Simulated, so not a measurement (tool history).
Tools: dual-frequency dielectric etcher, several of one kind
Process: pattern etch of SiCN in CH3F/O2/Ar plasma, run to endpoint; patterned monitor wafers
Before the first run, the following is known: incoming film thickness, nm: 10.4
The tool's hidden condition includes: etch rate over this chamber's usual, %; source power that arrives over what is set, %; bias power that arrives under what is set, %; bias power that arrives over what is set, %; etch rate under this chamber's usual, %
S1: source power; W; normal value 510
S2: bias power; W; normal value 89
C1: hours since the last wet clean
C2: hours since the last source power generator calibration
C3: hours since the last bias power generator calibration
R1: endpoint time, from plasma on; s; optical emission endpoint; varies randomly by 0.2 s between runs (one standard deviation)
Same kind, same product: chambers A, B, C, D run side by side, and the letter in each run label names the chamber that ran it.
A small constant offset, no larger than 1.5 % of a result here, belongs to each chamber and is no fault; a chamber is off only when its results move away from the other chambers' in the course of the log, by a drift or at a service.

Run 1D, hour 6.1: usual settings; C1 359.1; C2 3104.3; C3 2026.0. Result: R1 23.850 s.
Run 2B, hour 12.9: usual settings; C1 286.0; C2 1572.2; C3 3444.8. Result: R1 23.624 s.
Run 3A, hour 18.2: usual settings; C1 539.3; C2 338.8; C3 1599.4. Result: R1 23.815 s.
Run 4C, hour 28.3: usual settings; C1 64.0; C2 1063.4; C3 3503.4. Result: R1 23.156 s.
Run 5C, hour 34.4: usual settings; C1 70.1; C2 1069.5; C3 3509.5. Result: R1 23.354 s.
Run 6D, hour 44.5: usual settings; C1 397.5; C2 3142.7; C3 2064.4. Result: R1 23.904 s.
At hour 45.9: chamber D: wet clean of the chamber.
Run 7B, hour 51.0: usual settings; C1 324.1; C2 1610.3; C3 3482.9. Result: R1 23.744 s.
Run 8A, hour 56.3: usual settings; C1 577.4; C2 376.9; C3 1637.5. Result: R1 23.467 s.
Run 9B, hour 63.8: usual settings; C1 336.9; C2 1623.1; C3 3495.7. Result: R1 23.880 s.
Run 10C, hour 69.4: usual settings; C1 105.1; C2 1104.5; C3 3544.5. Result: R1 23.602 s.
Run 11A, hour 79.8: usual settings; C1 600.9; C2 400.4; C3 1661.0. Result: R1 23.246 s.
At hour 81.9: chamber A: wet clean of the chamber.
Run 12D, hour 87.0: usual settings; C1 41.2; C2 3185.2; C3 2106.9. Result: R1 23.982 s.
Run 13C, hour 96.0: usual settings; C1 131.7; C2 1131.1; C3 3571.1. Result: R1 23.680 s.
Run 14A, hour 103.4: usual settings; C1 21.6; C2 424.0; C3 1684.6. Result: R1 23.404 s.
At hour 105.1: chamber B: wet clean of the chamber.
Run 15D, hour 113.8: usual settings; C1 68.0; C2 3212.0; C3 2133.7. Result: R1 23.424 s.
Run 16B, hour 120.5: usual settings but S1 390 W, S2 99 W; C1 15.5; C2 1679.8; C3 3552.4. Result: R1 25.611 s.
Run 17B, hour 130.2: usual settings but S1 390 W, S2 99 W; C1 25.2; C2 1689.5; C3 3562.1. Result: R1 25.119 s.
Run 18C, hour 137.3: usual settings but S1 390 W, S2 99 W; C1 173.0; C2 1172.4; C3 3612.4. Result: R1 24.927 s.
At hour 143.0: chamber D: source power generator calibrated.
Run 19D, hour 143.1: usual settings but S1 390 W, S2 99 W; C1 97.3; C2 0.2; C3 2163.0. Result: R1 25.059 s.
Run 20A, hour 153.5: usual settings; C1 71.7; C2 474.1; C3 1734.7. Result: R1 23.877 s.
Run 21A, hour 164.0: usual settings; C1 82.2; C2 484.6; C3 1745.2. Result: R1 23.557 s.
Run 22C, hour 170.6: usual settings; C1 206.3; C2 1205.7; C3 3645.7. Result: R1 23.565 s.
Run 23D, hour 178.1: usual settings; C1 132.3; C2 35.2; C3 2198.0. Result: R1 23.720 s.
Run 24B, hour 188.1: usual settings but S2 108 W; C1 83.1; C2 1747.4; C3 3620.0. Result: R1 22.051 s.
Run 25A, hour 195.5: usual settings but S2 108 W; C1 113.7; C2 516.1; C3 1776.7. Result: R1 21.846 s.
Run 26D, hour 203.8: usual settings but S2 108 W; C1 158.0; C2 60.9; C3 2223.7. Result: R1 22.064 s.
Run 27B, hour 213.8: usual settings but S2 108 W; C1 108.8; C2 1773.1; C3 3645.7. Result: R1 22.272 s.
Run 28C, hour 221.9: usual settings but S1 600 W, S2 108 W; C1 257.6; C2 1257.0; C3 3697.0. Result: R1 20.525 s.
Run 29D, hour 230.8: usual settings but S1 600 W, S2 108 W; C1 185.0; C2 87.9; C3 2250.7. Result: R1 20.783 s.
Run 30C, hour 241.1: usual settings but S1 600 W, S2 108 W; C1 276.8; C2 1276.2; C3 3716.2. Result: R1 20.597 s.
Run 31A, hour 251.6: usual settings but S1 600 W, S2 108 W; C1 169.8; C2 572.2; C3 1832.8. Result: R1 20.511 s.
Run 32B, hour 261.3: usual settings; C1 156.3; C2 1820.6; C3 3693.2. Result: R1 23.297 s.
Run 33C, hour 266.2: usual settings but S1 440 W, S2 75 W; C1 301.9; C2 1301.3; C3 3741.3. Result: R1 26.085 s.
Run 34D, hour 271.6: usual settings but S1 440 W, S2 75 W; C1 225.8; C2 128.7; C3 2291.5. Result: R1 26.650 s.
Run 35B, hour 280.0: usual settings but S1 440 W, S2 75 W; C1 175.0; C2 1839.3; C3 3711.9. Result: R1 26.881 s.
Run 36A, hour 286.5: usual settings but S1 440 W, S2 75 W; C1 204.7; C2 607.1; C3 1867.7. Result: R1 26.169 s.
Run 37B, hour 295.2: usual settings; C1 190.2; C2 1854.5; C3 3727.1. Result: R1 23.320 s.

All 4 chambers run these settings next. Forecast each chamber's results:
Run 38A, hour 302.8: usual settings but S1 560 W. Result: R1 ?.
Run 38B, hour 302.8: usual settings but S1 560 W. Result: R1 ?.
Run 38C, hour 302.8: usual settings but S1 560 W. Result: R1 ?.
Run 38D, hour 302.8: usual settings but S1 560 W. Result: R1 ?.

run      R1
38A  22.536
38B  22.983
38C  22.567
38D  22.739

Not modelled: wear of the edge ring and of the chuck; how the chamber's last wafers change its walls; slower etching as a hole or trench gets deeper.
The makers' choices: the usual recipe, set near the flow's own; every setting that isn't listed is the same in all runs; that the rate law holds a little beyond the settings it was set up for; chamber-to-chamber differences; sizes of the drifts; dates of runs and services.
